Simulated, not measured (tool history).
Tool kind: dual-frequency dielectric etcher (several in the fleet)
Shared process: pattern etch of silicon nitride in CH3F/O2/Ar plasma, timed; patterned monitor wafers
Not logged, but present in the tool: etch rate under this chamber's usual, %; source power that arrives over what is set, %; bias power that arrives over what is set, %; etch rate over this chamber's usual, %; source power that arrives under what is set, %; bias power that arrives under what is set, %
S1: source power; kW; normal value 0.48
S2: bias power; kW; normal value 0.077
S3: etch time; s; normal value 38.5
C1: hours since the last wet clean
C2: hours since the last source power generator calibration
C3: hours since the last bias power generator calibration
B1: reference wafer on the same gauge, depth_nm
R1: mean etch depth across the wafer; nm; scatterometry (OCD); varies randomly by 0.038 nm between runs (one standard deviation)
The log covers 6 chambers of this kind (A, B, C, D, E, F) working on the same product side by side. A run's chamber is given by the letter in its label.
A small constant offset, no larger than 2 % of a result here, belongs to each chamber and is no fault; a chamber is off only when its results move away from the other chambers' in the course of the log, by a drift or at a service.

run 1B day=0.338 | S1=0.48 S2=0.077 S3=38.5 | C1=546.1 C2=747.1 C3=947.9 | B1=24.099 | R1=29.598
run 2D day=0.717 | S1=0.48 S2=0.077 S3=38.5 | C1=177.5 C2=3395 C3=1407 | B1=24.101 | R1=30.013
run 3F day=1.008 | S1=0.48 S2=0.077 S3=38.5 | C1=196.9 C2=1417.5 C3=761.5 | B1=24.109 | R1=29.372
-- day=1.067 chamber C: source power generator calibrated
run 4A day=1.321 | S1=0.48 S2=0.077 S3=38.5 | C1=421.7 C2=3203.7 C3=2246.1 | B1=24.104 | R1=29.569
run 5C day=1.667 | S1=0.48 S2=0.077 S3=38.5 | C1=188 C2=14.4 C3=169 | B1=24.109 | R1=29.866
run 6E day=1.962 | S1=0.48 S2=0.077 S3=38.5 | C1=112 C2=226 C3=428 | B1=24.109 | R1=29.998
run 7C day=2.379 | S1=0.48 S2=0.077 S3=38.5 | C1=205.1 C2=31.5 C3=186.1 | B1=24.122 | R1=29.853
run 8E day=2.725 | S1=0.43 S2=0.077 S3=38.5 | C1=130.3 C2=244.3 C3=446.3 | B1=24.129 | R1=28.744
run 9F day=3.154 | S1=0.43 S2=0.077 S3=38.5 | C1=248.4 C2=1469 C3=813 | B1=24.13 | R1=28.189
run 10D day=3.433 | S1=0.43 S2=0.077 S3=38.5 | C1=242.7 C2=3460.2 C3=1472.2 | B1=24.141 | R1=28.868
-- day=3.804 chamber A: wet clean of the chamber
run 11A day=3.867 | S1=0.43 S2=0.077 S3=38.5 | C1=1.6 C2=3264.8 C3=2307.2 | B1=24.135 | R1=28.4
run 12B day=4.129 | S1=0.43 S2=0.077 S3=38.5 | C1=637.1 C2=838.1 C3=1038.9 | B1=24.142 | R1=28.461
run 13C day=4.475 | S1=0.43 S2=0.077 S3=38.5 | C1=255.4 C2=81.8 C3=236.4 | B1=24.154 | R1=28.7
run 14D day=4.867 | S1=0.48 S2=0.077 S3=38.5 | C1=277.1 C2=3494.6 C3=1506.6 | B1=24.158 | R1=30.02
run 15F day=5.192 | S1=0.48 S2=0.077 S3=38.5 | C1=297.3 C2=1517.9 C3=861.9 | B1=24.151 | R1=29.361
run 16B day=5.638 | S1=0.42 S2=0.087 S3=38.5 | C1=673.3 C2=874.3 C3=1075.1 | B1=24.156 | R1=29.478
run 17A day=6.004 | S1=0.42 S2=0.087 S3=38.5 | C1=52.9 C2=3316.1 C3=2358.5 | B1=24.162 | R1=29.39
-- day=6.212 chamber B: wet clean of the chamber
run 18E day=6.25 | S1=0.42 S2=0.087 S3=38.5 | C1=214.9 C2=328.9 C3=530.9 | B1=24.165 | R1=29.723
run 19C day=6.567 | S1=0.42 S2=0.087 S3=38.5 | C1=305.6 C2=132 C3=286.6 | B1=24.161 | R1=29.765
run 20F day=6.975 | S1=0.42 S2=0.087 S3=38.5 | C1=340.1 C2=1560.7 C3=904.7 | B1=24.162 | R1=29.317
run 21D day=7.188 | S1=0.42 S2=0.087 S3=38.5 | C1=332.8 C2=3550.3 C3=1562.3 | B1=24.173 | R1=29.869
run 22B day=7.462 | S1=0.48 S2=0.077 S3=38.5 | C1=30 C2=918.1 C3=1118.9 | B1=24.183 | R1=29.642
run 23A day=7.688 | S1=0.48 S2=0.077 S3=38.5 | C1=93.3 C2=3356.5 C3=2398.9 | B1=24.18 | R1=29.649
-- day=7.742 chamber F: wet clean of the chamber
run 24E day=8.058 | S1=0.48 S2=0.077 S3=38.5 | C1=258.3 C2=372.3 C3=574.3 | B1=24.182 | R1=30.095
run 25B day=8.292 | S1=0.48 S2=0.077 S3=31.5 | C1=49.9 C2=938 C3=1138.8 | B1=24.188 | R1=24.326
run 26E day=8.658 | S1=0.48 S2=0.077 S3=31.5 | C1=272.7 C2=386.7 C3=588.7 | B1=24.187 | R1=24.523
run 27C day=9 | S1=0.48 S2=0.077 S3=31.5 | C1=364 C2=190.4 C3=345 | B1=24.198 | R1=24.598
run 28F day=9.296 | S1=0.48 S2=0.077 S3=31.5 | C1=37.4 C2=1616.4 C3=960.4 | B1=24.187 | R1=24.126
run 29D day=9.55 | S1=0.48 S2=0.077 S3=31.5 | C1=389.5 C2=3607 C3=1619 | B1=24.2 | R1=24.675
run 30A day=9.862 | S1=0.48 S2=0.077 S3=31.5 | C1=145.5 C2=3408.7 C3=2451.1 | B1=24.203 | R1=24.31
run 31F day=10.279 | S1=0.48 S2=0.077 S3=38.5 | C1=61 C2=1640 C3=984 | B1=24.203 | R1=29.385
run 32C day=10.542 | S1=0.48 S2=0.077 S3=38.5 | C1=401 C2=227.4 C3=382 | B1=24.201 | R1=30.032
run 33A day=10.762 | S1=0.48 S2=0.066 S3=38.5 | C1=167.1 C2=3430.3 C3=2472.7 | B1=24.208 | R1=28.243
-- day=10.867 chamber D: wet clean of the chamber
run 34B day=10.992 | S1=0.48 S2=0.066 S3=38.5 | C1=114.7 C2=1002.8 C3=1203.6 | B1=24.212 | R1=28.18
-- day=11.129 chamber E: wet clean of the chamber
run 35D day=11.25 | S1=0.48 S2=0.066 S3=38.5 | C1=9.2 C2=3647.8 C3=1659.8 | B1=24.216 | R1=28.656
run 36E day=11.483 | S1=0.48 S2=0.066 S3=38.5 | C1=8.6 C2=454.5 C3=656.5 | B1=24.222 | R1=28.528
run 37A day=11.779 | S1=0.48 S2=0.066 S3=38.5 | C1=191.5 C2=3454.7 C3=2497.1 | B1=24.215 | R1=28.218
run 38D day=12.142 | S1=0.48 S2=0.066 S3=38.5 | C1=30.6 C2=3669.2 C3=1681.2 | B1=24.218 | R1=28.673
run 39E day=12.362 | S1=0.48 S2=0.077 S3=38.5 | C1=29.7 C2=475.6 C3=677.6 | B1=24.217 | R1=30.135

Next, every chamber runs the same settings. What will each give?
run 40A day=12.688 | S1=0.48 S2=0.077 S3=38.5 | R1=?
run 40B day=12.688 | S1=0.48 S2=0.077 S3=38.5 | R1=?
run 40C day=12.688 | S1=0.48 S2=0.077 S3=38.5 | R1=?
run 40D day=12.688 | S1=0.48 S2=0.077 S3=38.5 | R1=?
run 40E day=12.688 | S1=0.48 S2=0.077 S3=38.5 | R1=?
run 40F day=12.688 | S1=0.48 S2=0.077 S3=38.5 | R1=?

run=40A R1=29.718
run=40B R1=29.723
run=40C R1=30.008
run=40D R1=30.15
run=40E R1=30.12
run=40F R1=29.484
